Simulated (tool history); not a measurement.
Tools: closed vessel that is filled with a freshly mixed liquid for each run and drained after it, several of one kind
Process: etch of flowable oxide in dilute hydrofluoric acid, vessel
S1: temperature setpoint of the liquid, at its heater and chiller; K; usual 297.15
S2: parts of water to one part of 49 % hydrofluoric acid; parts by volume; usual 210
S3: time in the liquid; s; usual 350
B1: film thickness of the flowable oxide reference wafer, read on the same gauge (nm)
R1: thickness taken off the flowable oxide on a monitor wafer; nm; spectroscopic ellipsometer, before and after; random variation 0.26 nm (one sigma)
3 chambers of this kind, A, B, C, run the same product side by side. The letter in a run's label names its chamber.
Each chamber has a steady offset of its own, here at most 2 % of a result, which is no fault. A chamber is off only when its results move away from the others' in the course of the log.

run   hour      S1   S2   S3      B1      R1
 1B   12.1  297.15  210  350  39.986  39.479
 2A   27.9  297.15  210  350  40.022  39.712
 3C   41.7  297.15  210  350  39.997  40.233
 4B   55.6  297.15  210  350  40.033  39.316
 5A   69.3  297.15  210  350  39.991  39.232
 6C   77.2  297.15  210  350  39.997  40.164
 7A   89.9  297.15  210  350  40.008  38.949
 8C  102.8  297.15  210  350  40.003  40.736
 9B  118.6  297.15  210  350  40.045  40.026
10A  133.2  297.15  210  350  40.025  39.201
11C  147.0  297.15  210  350  40.013  41.406
12B  158.7  297.15  135  165  39.959  31.219
13C  173.6  297.15  135  165  39.969  32.824
14B  183.6  297.15  135  165  40.011  31.495
15A  192.0  297.15  210  350  39.973  39.759
16B  207.6  297.15  210  350  39.988  39.191
17C  216.3  297.15  210  350  40.004  41.658
18A  230.2  297.15  210  350  40.005  39.629
19C  238.0  297.15  210  350  39.999  41.610
20B  253.7  297.15  210  350  40.022  39.069
21A  261.3  297.15  210  350  40.011  39.352
22C  272.5  297.15  210  350  40.006  41.844
23B  286.4  297.15  210  350  39.976  39.635
24A  293.5  297.15  210  350  39.996  38.821

What goes on in this fleet: one chamber off, a drifting gauge, or nothing beyond the chambers' own small offsets? Name the chamber and the cause, if any.

Chamber C drifts away from the others.
Cause: hydrofluoric acid flow above the setpoint (%) = 3.52.
The log may not tell that from: liquid hotter than its thermometer reads (K).

Here are 4 candidates for chamber C's next run, each the usual settings with a change, their results left as question marks. Which one brings its results back in line with what the others give on the usual settings?
In line means no further than this from the other chambers' mean on the usual settings: R1 0.890 nm
25C-1  304.9  297.65  210  385       ?
25C-2  304.9  297.15  215  340       ?
25C-3  304.9  297.15  200  350       ?
25C-4  304.9  297.15  220  335       ?

The other chambers' mean on the usual settings: R1 39.405 nm
  run      R1
25C-1  47.053
25C-2  39.652
25C-3  44.582
25C-4  37.981
25C-2 brings the chamber back in line.
